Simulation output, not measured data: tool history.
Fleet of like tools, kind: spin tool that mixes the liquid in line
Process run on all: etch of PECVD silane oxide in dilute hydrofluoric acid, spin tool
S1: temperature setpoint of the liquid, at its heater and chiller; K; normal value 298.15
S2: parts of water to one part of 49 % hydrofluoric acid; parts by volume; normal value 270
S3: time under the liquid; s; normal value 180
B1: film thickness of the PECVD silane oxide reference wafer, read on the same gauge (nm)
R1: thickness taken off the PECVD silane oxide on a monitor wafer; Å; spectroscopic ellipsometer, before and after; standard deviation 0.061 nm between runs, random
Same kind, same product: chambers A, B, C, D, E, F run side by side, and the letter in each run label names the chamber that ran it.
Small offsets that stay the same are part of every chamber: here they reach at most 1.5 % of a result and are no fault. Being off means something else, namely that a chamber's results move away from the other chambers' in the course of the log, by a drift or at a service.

{"run": "1C", "hour": 4.3, "S1": 298.15, "S2": 270, "S3": 180, "B1": 60.006, "R1": 165.68}
{"run": "2B", "hour": 7.8, "S1": 298.15, "S2": 270, "S3": 180, "B1": 59.989, "R1": 166.57}
{"run": "3E", "hour": 10.0, "S1": 298.15, "S2": 270, "S3": 180, "B1": 60.032, "R1": 165.9}
{"run": "4A", "hour": 12.9, "S1": 298.15, "S2": 270, "S3": 180, "B1": 60.005, "R1": 167.11}
{"run": "5F", "hour": 15.2, "S1": 298.15, "S2": 155, "S3": 180, "B1": 59.982, "R1": 321.6}
{"run": "6D", "hour": 17.8, "S1": 298.15, "S2": 155, "S3": 180, "B1": 60.001, "R1": 331.45}
{"run": "7E", "hour": 21.0, "S1": 298.15, "S2": 155, "S3": 180, "B1": 60.05, "R1": 327.29}
{"run": "8D", "hour": 23.8, "S1": 298.15, "S2": 155, "S3": 180, "B1": 59.963, "R1": 329.27}
{"run": "9B", "hour": 27.0, "S1": 298.15, "S2": 155, "S3": 180, "B1": 59.989, "R1": 325.03}
{"run": "10F", "hour": 29.7, "S1": 298.15, "S2": 155, "S3": 180, "B1": 59.965, "R1": 320.03}
{"run": "11C", "hour": 33.9, "S1": 298.15, "S2": 270, "S3": 180, "B1": 59.973, "R1": 163.54}
{"run": "12A", "hour": 38.0, "S1": 298.15, "S2": 270, "S3": 180, "B1": 59.99, "R1": 167.24}
{"run": "13A", "hour": 42.3, "S1": 298.15, "S2": 270, "S3": 180, "B1": 60.001, "R1": 168.42}
{"run": "14B", "hour": 45.2, "S1": 298.15, "S2": 270, "S3": 180, "B1": 60.027, "R1": 166.61}
{"run": "15F", "hour": 49.1, "S1": 298.15, "S2": 270, "S3": 180, "B1": 60.01, "R1": 165.8}
{"run": "16D", "hour": 52.5, "S1": 298.15, "S2": 270, "S3": 180, "B1": 59.965, "R1": 166.8}
{"hour": 54.7, "done": "chamber F: hydrofluoric acid flow meter replaced"}
{"run": "17E", "hour": 56.2, "S1": 298.15, "S2": 270, "S3": 180, "B1": 60.02, "R1": 165.49}
{"run": "18C", "hour": 58.4, "S1": 298.15, "S2": 270, "S3": 180, "B1": 60.035, "R1": 164.48}
{"hour": 61.0, "done": "chamber E: hydrofluoric acid flow meter replaced"}
{"run": "19A", "hour": 61.8, "S1": 298.15, "S2": 270, "S3": 180, "B1": 59.964, "R1": 166.67}
{"run": "20C", "hour": 64.3, "S1": 298.15, "S2": 270, "S3": 180, "B1": 60.036, "R1": 165.18}
{"run": "21E", "hour": 67.7, "S1": 298.15, "S2": 270, "S3": 180, "B1": 59.99, "R1": 166.07}
{"run": "22F", "hour": 71.6, "S1": 298.15, "S2": 270, "S3": 180, "B1": 60.005, "R1": 165.34}
{"run": "23D", "hour": 76.2, "S1": 296.65, "S2": 270, "S3": 240, "B1": 60.017, "R1": 209.36}
{"hour": 76.4, "done": "chamber B: hydrofluoric acid flow meter replaced"}
{"run": "24B", "hour": 80.5, "S1": 296.65, "S2": 270, "S3": 240, "B1": 59.972, "R1": 209.95}
{"run": "25F", "hour": 83.2, "S1": 296.65, "S2": 270, "S3": 240, "B1": 60.003, "R1": 208.78}
{"run": "26D", "hour": 85.8, "S1": 296.65, "S2": 270, "S3": 240, "B1": 60.01, "R1": 210.07}
{"run": "27C", "hour": 89.2, "S1": 296.65, "S2": 270, "S3": 240, "B1": 60.014, "R1": 208.5}
{"run": "28A", "hour": 92.1, "S1": 296.65, "S2": 270, "S3": 240, "B1": 60.01, "R1": 210.79}
{"run": "29E", "hour": 94.4, "S1": 298.15, "S2": 270, "S3": 180, "B1": 59.976, "R1": 165.85}
{"run": "30B", "hour": 96.9, "S1": 298.15, "S2": 270, "S3": 180, "B1": 60.026, "R1": 166.53}
{"run": "31C", "hour": 101.3, "S1": 298.15, "S2": 270, "S3": 180, "B1": 59.999, "R1": 164.69}
{"run": "32F", "hour": 106.1, "S1": 298.15, "S2": 270, "S3": 180, "B1": 59.996, "R1": 164.03}
{"run": "33B", "hour": 108.6, "S1": 298.15, "S2": 270, "S3": 180, "B1": 59.999, "R1": 165.5}
{"run": "34E", "hour": 112.1, "S1": 298.15, "S2": 270, "S3": 180, "B1": 60.04, "R1": 166.12}
{"run": "35D", "hour": 115.7, "S1": 294.65, "S2": 150, "S3": 180, "B1": 60.048, "R1": 298.03}
{"run": "36A", "hour": 119.9, "S1": 294.65, "S2": 150, "S3": 180, "B1": 59.956, "R1": 294.39}
{"run": "37C", "hour": 124.2, "S1": 294.65, "S2": 150, "S3": 180, "B1": 59.991, "R1": 291.83}
{"run": "38E", "hour": 129.0, "S1": 294.65, "S2": 150, "S3": 180, "B1": 59.993, "R1": 296.75}
{"run": "39A", "hour": 133.5, "S1": 294.65, "S2": 150, "S3": 180, "B1": 60.015, "R1": 295.38}
{"run": "40D", "hour": 137.4, "S1": 294.65, "S2": 150, "S3": 180, "B1": 59.982, "R1": 300.24}
{"run": "41B", "hour": 141.9, "S1": 298.15, "S2": 270, "S3": 180, "B1": 59.987, "R1": 166.65}
{"run": "42F", "hour": 144.2, "S1": 298.15, "S2": 345, "S3": 180, "B1": 59.991, "R1": 120.1}
{"run": "43F", "hour": 148.1, "S1": 298.15, "S2": 345, "S3": 180, "B1": 60.025, "R1": 120.96}
{"run": "44D", "hour": 151.9, "S1": 298.15, "S2": 345, "S3": 180, "B1": 59.998, "R1": 120.57}

Read the log: is a single chamber off, either drifting away or since a service, is the gauge that measures every chamber drifting, or is nothing wrong beyond small per-chamber offsets? Name any odd chamber and what most likely caused it.

Nothing is wrong: each chamber keeps only its own small, steady offset and the gauge holds still.

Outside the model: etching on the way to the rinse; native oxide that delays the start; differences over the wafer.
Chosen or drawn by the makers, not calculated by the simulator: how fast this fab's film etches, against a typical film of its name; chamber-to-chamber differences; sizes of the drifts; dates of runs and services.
